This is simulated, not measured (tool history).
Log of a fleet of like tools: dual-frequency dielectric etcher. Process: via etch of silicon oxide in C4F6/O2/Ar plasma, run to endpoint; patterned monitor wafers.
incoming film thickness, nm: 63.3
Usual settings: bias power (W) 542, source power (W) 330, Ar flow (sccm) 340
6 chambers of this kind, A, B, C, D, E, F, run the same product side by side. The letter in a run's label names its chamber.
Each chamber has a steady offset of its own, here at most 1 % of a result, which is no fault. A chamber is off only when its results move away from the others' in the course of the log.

| run | day | bias power (W) | source power (W) | Ar flow (sccm) | endpoint time (s) |
|---|---|---|---|---|---|
| 1C | 0.329 | 542 | 330 | 340 | 14.603 |
| 2A | 0.617 | 542 | 330 | 340 | 14.738 |
| 3E | 0.917 | 542 | 330 | 340 | 14.745 |
|  | 1.125 | chamber D: wet clean of the chamber |
| 4D | 1.279 | 542 | 330 | 340 | 14.763 |
| 5F | 1.638 | 542 | 330 | 340 | 14.653 |
| 6B | 1.988 | 542 | 330 | 340 | 14.934 |
| 7B | 2.242 | 542 | 330 | 340 | 14.811 |
| 8F | 2.625 | 542 | 330 | 340 | 14.592 |
| 9E | 2.792 | 542 | 330 | 340 | 14.784 |
| 10C | 3.183 | 542 | 330 | 340 | 14.771 |
| 11D | 3.496 | 542 | 330 | 340 | 14.697 |
| 12A | 3.746 | 542 | 330 | 340 | 14.693 |
|  | 3.762 | chamber E: wet clean of the chamber |
| 13F | 3.938 | 542 | 330 | 340 | 14.535 |
| 14C | 4.217 | 542 | 330 | 340 | 14.718 |
| 15D | 4.450 | 658 | 380 | 340 | 12.948 |
| 16A | 4.671 | 658 | 380 | 340 | 12.926 |
| 17E | 4.908 | 658 | 380 | 340 | 13.403 |
| 18B | 5.158 | 658 | 380 | 340 | 13.139 |
| 19A | 5.333 | 658 | 380 | 340 | 12.884 |
| 20E | 5.596 | 658 | 380 | 340 | 13.437 |
|  | 5.788 | chamber B: wet clean of the chamber |
| 21B | 5.854 | 644 | 410 | 340 | 12.849 |
| 22D | 6.225 | 644 | 410 | 340 | 12.719 |
| 23C | 6.475 | 644 | 410 | 340 | 12.612 |
| 24F | 6.867 | 644 | 410 | 340 | 12.560 |
| 25B | 7.225 | 644 | 410 | 340 | 12.901 |
| 26A | 7.612 | 644 | 410 | 340 | 12.732 |
|  | 7.762 | chamber A: wet clean of the chamber |
| 27F | 7.988 | 542 | 330 | 340 | 14.565 |
| 28E | 8.221 | 542 | 330 | 340 | 15.286 |
| 29C | 8.521 | 542 | 330 | 340 | 14.675 |
| 30D | 8.879 | 542 | 330 | 340 | 14.711 |
| 31D | 9.192 | 542 | 330 | 340 | 14.804 |
| 32C | 9.504 | 542 | 330 | 340 | 14.700 |
| 33E | 9.896 | 542 | 330 | 340 | 15.284 |
| 34B | 10.121 | 542 | 330 | 340 | 14.913 |
| 35F | 10.317 | 542 | 330 | 340 | 14.683 |
| 36A | 10.604 | 542 | 330 | 340 | 14.668 |
| 37B | 10.967 | 542 | 330 | 340 | 14.785 |
| 38E | 11.300 | 542 | 330 | 340 | 15.417 |

Is one chamber off against the others, does the gauge drift, or is nothing wrong? If a chamber is off, say which, and what the likeliest cause is.

A service left chamber E off against the others.
Cause: etch rate under this chamber's usual, % = 3.77.

Here are 4 candidates for chamber E's next run, each the usual settings with a change, their results left as question marks. Which one brings its results back in line with what the others give on the usual settings?
In line means no further than this from the other chambers' mean on the usual settings: endpoint time (s) 0.190
| 39E-1 | 11.579 | 593 | 330 | 331 | ? |
| 39E-2 | 11.579 | 489 | 300 | 350 | ? |
| 39E-3 | 11.579 | 542 | 400 | 340 | ? |
| 39E-4 | 11.579 | 491 | 330 | 349 | ? |

The other chambers' mean on the usual settings: endpoint time (s) 14.719
| run | endpoint time (s) |
|---|---|
| 39E-1 | 14.769 |
| 39E-2 | 16.562 |
| 39E-3 | 14.283 |
| 39E-4 | 15.960 |
39E-1 brings the chamber back in line.
